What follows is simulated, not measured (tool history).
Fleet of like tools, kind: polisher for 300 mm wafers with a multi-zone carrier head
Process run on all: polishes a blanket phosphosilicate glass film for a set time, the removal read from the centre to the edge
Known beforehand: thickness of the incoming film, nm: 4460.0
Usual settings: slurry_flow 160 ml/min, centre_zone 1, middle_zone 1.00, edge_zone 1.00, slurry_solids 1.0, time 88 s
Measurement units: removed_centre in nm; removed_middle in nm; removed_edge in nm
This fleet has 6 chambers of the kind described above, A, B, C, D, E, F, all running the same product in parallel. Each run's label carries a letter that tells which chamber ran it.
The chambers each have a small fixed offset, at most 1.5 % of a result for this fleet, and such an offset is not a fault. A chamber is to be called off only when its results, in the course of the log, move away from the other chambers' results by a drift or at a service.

{"hour": 0.5, "done": "chamber A: worn pad replaced by a new one"}
{"hour": 3.9, "done": "chamber C: worn pad replaced by a new one"}
{"run": "1F", "hour": 8.4, "slurry_flow": 160, "centre_zone": 1, "middle_zone": 1.0, "edge_zone": 1.0, "slurry_solids": 1.0, "time": 88, "removed_centre": 1119.6, "removed_middle": 1149.0, "removed_edge": 1113.8}
{"hour": 8.5, "done": "chamber B: worn pad replaced by a new one"}
{"run": "2C", "hour": 14.8, "slurry_flow": 160, "centre_zone": 1, "middle_zone": 1.0, "edge_zone": 1.0, "slurry_solids": 1.0, "time": 88, "removed_centre": 1109.5, "removed_middle": 1095.0, "removed_edge": 1099.1}
{"hour": 21.4, "done": "chamber E: slurry nozzle cleaned"}
{"hour": 22.7, "done": "chamber E: worn pad replaced by a new one"}
{"run": "3E", "hour": 25.6, "slurry_flow": 160, "centre_zone": 1, "middle_zone": 1.0, "edge_zone": 1.0, "slurry_solids": 1.0, "time": 88, "removed_centre": 1097.1, "removed_middle": 1096.8, "removed_edge": 1107.7}
{"hour": 35.8, "done": "chamber F: worn pad replaced by a new one"}
{"run": "4B", "hour": 36.1, "slurry_flow": 160, "centre_zone": 1, "middle_zone": 1.0, "edge_zone": 1.0, "slurry_solids": 1.0, "time": 88, "removed_centre": 1109.0, "removed_middle": 1089.0, "removed_edge": 1125.4}
{"run": "5A", "hour": 45.8, "slurry_flow": 160, "centre_zone": 1, "middle_zone": 1.0, "edge_zone": 1.0, "slurry_solids": 1.0, "time": 88, "removed_centre": 1113.7, "removed_middle": 1108.0, "removed_edge": 1110.7}
{"run": "6D", "hour": 52.2, "slurry_flow": 160, "centre_zone": 1, "middle_zone": 1.0, "edge_zone": 1.0, "slurry_solids": 1.0, "time": 88, "removed_centre": 1126.9, "removed_middle": 1099.6, "removed_edge": 1096.5}
{"hour": 53.4, "done": "chamber E: edge zone pressure recalibrated"}
{"hour": 56.9, "done": "chamber D: worn pad replaced by a new one"}
{"run": "7E", "hour": 57.4, "slurry_flow": 160, "centre_zone": 1, "middle_zone": 1.0, "edge_zone": 1.0, "slurry_solids": 1.0, "time": 88, "removed_centre": 1113.5, "removed_middle": 1127.8, "removed_edge": 1097.5}
{"run": "8F", "hour": 62.4, "slurry_flow": 160, "centre_zone": 1, "middle_zone": 1.0, "edge_zone": 1.0, "slurry_solids": 1.0, "time": 88, "removed_centre": 1104.9, "removed_middle": 1078.3, "removed_edge": 1121.7}
{"hour": 63.4, "done": "chamber B: worn pad replaced by a new one"}
{"hour": 65.8, "done": "chamber A: worn pad replaced by a new one"}
{"run": "9D", "hour": 71.5, "slurry_flow": 160, "centre_zone": 1, "middle_zone": 1.1, "edge_zone": 1.0, "slurry_solids": 0.8, "time": 88, "removed_centre": 1010.4, "removed_middle": 1097.2, "removed_edge": 1003.0}
{"run": "10A", "hour": 78.9, "slurry_flow": 160, "centre_zone": 1, "middle_zone": 1.1, "edge_zone": 1.0, "slurry_solids": 0.8, "time": 88, "removed_centre": 1006.9, "removed_middle": 1098.8, "removed_edge": 999.82}
{"run": "11B", "hour": 88.2, "slurry_flow": 160, "centre_zone": 1, "middle_zone": 1.1, "edge_zone": 1.0, "slurry_solids": 0.8, "time": 88, "removed_centre": 1015.4, "removed_middle": 1077.3, "removed_edge": 1006.4}
{"hour": 88.6, "done": "chamber E: worn pad replaced by a new one"}
{"hour": 92.6, "done": "chamber A: slurry nozzle cleaned"}
{"run": "12C", "hour": 93.9, "slurry_flow": 160, "centre_zone": 1, "middle_zone": 1.1, "edge_zone": 1.0, "slurry_solids": 0.8, "time": 88, "removed_centre": 998.97, "removed_middle": 1071.5, "removed_edge": 1000.1}
{"hour": 96.9, "done": "chamber A: centre zone pressure recalibrated"}
{"run": "13D", "hour": 101.5, "slurry_flow": 160, "centre_zone": 1, "middle_zone": 1.1, "edge_zone": 1.0, "slurry_solids": 0.8, "time": 88, "removed_centre": 1013.5, "removed_middle": 1077.7, "removed_edge": 988.13}
{"hour": 105.2, "done": "chamber C: worn pad replaced by a new one"}
{"hour": 109.9, "done": "chamber B: edge zone pressure recalibrated"}
{"run": "14E", "hour": 111.4, "slurry_flow": 160, "centre_zone": 1, "middle_zone": 1.1, "edge_zone": 1.0, "slurry_solids": 0.8, "time": 88, "removed_centre": 1010.1, "removed_middle": 1110.9, "removed_edge": 987.59}
{"hour": 116.4, "done": "chamber F: worn pad replaced by a new one"}
{"hour": 116.5, "done": "chamber B: worn pad replaced by a new one"}
{"hour": 119.9, "done": "chamber B: slurry nozzle cleaned"}
{"run": "15C", "hour": 121.2, "slurry_flow": 160, "centre_zone": 1, "middle_zone": 1.0, "edge_zone": 1.0, "slurry_solids": 1.0, "time": 88, "removed_centre": 1122.3, "removed_middle": 1143.2, "removed_edge": 1122.8}
{"run": "16A", "hour": 128.7, "slurry_flow": 210, "centre_zone": 1, "middle_zone": 1.08, "edge_zone": 1.0, "slurry_solids": 1.0, "time": 88, "removed_centre": 1175.0, "removed_middle": 1226.2, "removed_edge": 1141.0}
{"hour": 136.4, "done": "chamber A: worn pad replaced by a new one"}
{"hour": 138.5, "done": "chamber C: centre zone pressure recalibrated"}
{"run": "17B", "hour": 139.1, "slurry_flow": 210, "centre_zone": 1, "middle_zone": 1.08, "edge_zone": 1.0, "slurry_solids": 1.0, "time": 88, "removed_centre": 1169.7, "removed_middle": 1247.8, "removed_edge": 1133.9}
{"hour": 149.0, "done": "chamber E: worn pad replaced by a new one"}
{"run": "18F", "hour": 149.0, "slurry_flow": 210, "centre_zone": 1, "middle_zone": 1.08, "edge_zone": 1.0, "slurry_solids": 1.0, "time": 88, "removed_centre": 1181.1, "removed_middle": 1247.2, "removed_edge": 1140.3}
{"hour": 149.3, "done": "chamber D: worn pad replaced by a new one"}
{"run": "19B", "hour": 157.0, "slurry_flow": 210, "centre_zone": 1, "middle_zone": 1.08, "edge_zone": 1.0, "slurry_solids": 1.0, "time": 88, "removed_centre": 1177.7, "removed_middle": 1244.0, "removed_edge": 1162.6}
{"run": "20C", "hour": 164.4, "slurry_flow": 210, "centre_zone": 1, "middle_zone": 1.08, "edge_zone": 1.0, "slurry_solids": 1.0, "time": 88, "removed_centre": 1162.8, "removed_middle": 1258.2, "removed_edge": 1155.0}
{"run": "21F", "hour": 174.8, "slurry_flow": 210, "centre_zone": 1, "middle_zone": 1.08, "edge_zone": 1.0, "slurry_solids": 1.0, "time": 88, "removed_centre": 1177.1, "removed_middle": 1254.1, "removed_edge": 1152.0}
{"hour": 179.6, "done": "chamber B: worn pad replaced by a new one"}
{"run": "22A", "hour": 182.4, "slurry_flow": 160, "centre_zone": 1, "middle_zone": 1.0, "edge_zone": 1.0, "slurry_solids": 1.0, "time": 88, "removed_centre": 1127.3, "removed_middle": 1091.7, "removed_edge": 1105.0}
{"run": "23D", "hour": 190.6, "slurry_flow": 160, "centre_zone": 1, "middle_zone": 1.0, "edge_zone": 1.0, "slurry_solids": 1.0, "time": 88, "removed_centre": 1122.3, "removed_middle": 1118.9, "removed_edge": 1110.1}
{"run": "24E", "hour": 195.9, "slurry_flow": 160, "centre_zone": 1, "middle_zone": 1.0, "edge_zone": 1.0, "slurry_solids": 1.0, "time": 88, "removed_centre": 1123.6, "removed_middle": 1103.1, "removed_edge": 1088.9}
{"hour": 196.4, "done": "chamber C: worn pad replaced by a new one"}
{"hour": 198.6, "done": "chamber A: worn pad replaced by a new one"}
{"run": "25C", "hour": 201.5, "slurry_flow": 160, "centre_zone": 1, "middle_zone": 1.0, "edge_zone": 1.0, "slurry_solids": 1.0, "time": 88, "removed_centre": 1118.4, "removed_middle": 1110.8, "removed_edge": 1104.2}
{"hour": 203.4, "done": "chamber F: worn pad replaced by a new one"}
{"hour": 204.3, "done": "chamber E: worn pad replaced by a new one"}
{"hour": 208.4, "done": "chamber F: centre zone pressure recalibrated"}
{"run": "26E", "hour": 211.2, "slurry_flow": 160, "centre_zone": 1, "middle_zone": 1.0, "edge_zone": 1.0, "slurry_solids": 1.0, "time": 88, "removed_centre": 1104.0, "removed_middle": 1132.5, "removed_edge": 1113.2}
{"run": "27F", "hour": 218.7, "slurry_flow": 160, "centre_zone": 1, "middle_zone": 1.0, "edge_zone": 1.0, "slurry_solids": 1.0, "time": 88, "removed_centre": 1116.9, "removed_middle": 1125.7, "removed_edge": 1113.7}
{"run": "28B", "hour": 227.5, "slurry_flow": 190, "centre_zone": 1, "middle_zone": 1.0, "edge_zone": 1.0, "slurry_solids": 1.0, "time": 68, "removed_centre": 896.35, "removed_middle": 882.72, "removed_edge": 869.66}
{"run": "29A", "hour": 238.2, "slurry_flow": 190, "centre_zone": 1, "middle_zone": 1.0, "edge_zone": 1.0, "slurry_solids": 1.0, "time": 68, "removed_centre": 897.76, "removed_middle": 891.23, "removed_edge": 879.57}
{"hour": 246.8, "done": "chamber B: worn pad replaced by a new one"}
{"run": "30D", "hour": 247.9, "slurry_flow": 190, "centre_zone": 1, "middle_zone": 1.0, "edge_zone": 1.0, "slurry_solids": 1.0, "time": 68, "removed_centre": 886.82, "removed_middle": 881.05, "removed_edge": 875.21}
{"run": "31B", "hour": 253.8, "slurry_flow": 190, "centre_zone": 1, "middle_zone": 1.0, "edge_zone": 1.0, "slurry_solids": 1.0, "time": 68, "removed_centre": 903.92, "removed_middle": 893.72, "removed_edge": 879.05}
{"hour": 260.4, "done": "chamber E: worn pad replaced by a new one"}
{"hour": 260.8, "done": "chamber D: worn pad replaced by a new one"}
{"run": "32E", "hour": 260.9, "slurry_flow": 190, "centre_zone": 1, "middle_zone": 1.0, "edge_zone": 1.0, "slurry_solids": 1.0, "time": 68, "removed_centre": 879.94, "removed_middle": 870.0, "removed_edge": 863.03}
{"run": "33C", "hour": 267.1, "slurry_flow": 190, "centre_zone": 1, "middle_zone": 1.0, "edge_zone": 1.0, "slurry_solids": 1.0, "time": 68, "removed_centre": 876.25, "removed_middle": 895.17, "removed_edge": 865.77}
{"hour": 269.0, "done": "chamber A: worn pad replaced by a new one"}
{"run": "34D", "hour": 273.3, "slurry_flow": 160, "centre_zone": 1, "middle_zone": 1.0, "edge_zone": 0.96, "slurry_solids": 1.0, "time": 88, "removed_centre": 1102.2, "removed_middle": 1122.5, "removed_edge": 1090.8}
{"hour": 274.3, "done": "chamber F: worn pad replaced by a new one"}
{"run": "35A", "hour": 280.7, "slurry_flow": 160, "centre_zone": 1, "middle_zone": 1.0, "edge_zone": 0.96, "slurry_solids": 1.0, "time": 88, "removed_centre": 1127.2, "removed_middle": 1102.8, "removed_edge": 1077.3}
{"run": "36F", "hour": 286.9, "slurry_flow": 160, "centre_zone": 1, "middle_zone": 1.0, "edge_zone": 0.96, "slurry_solids": 1.0, "time": 88, "removed_centre": 1115.9, "removed_middle": 1111.9, "removed_edge": 1098.4}
{"hour": 288.3, "done": "chamber C: worn pad replaced by a new one"}
{"run": "37C", "hour": 292.9, "slurry_flow": 160, "centre_zone": 1, "middle_zone": 1.0, "edge_zone": 0.96, "slurry_solids": 1.0, "time": 88, "removed_centre": 1091.9, "removed_middle": 1108.4, "removed_edge": 1066.8}

Does one chamber stand apart from the rest, does the shared gauge drift, or is all well apart from small per-chamber offsets? Give the chamber and the most likely cause, where there is one.

The fleet is healthy, with each chamber sitting at its usual small offset and no drift in the gauge.

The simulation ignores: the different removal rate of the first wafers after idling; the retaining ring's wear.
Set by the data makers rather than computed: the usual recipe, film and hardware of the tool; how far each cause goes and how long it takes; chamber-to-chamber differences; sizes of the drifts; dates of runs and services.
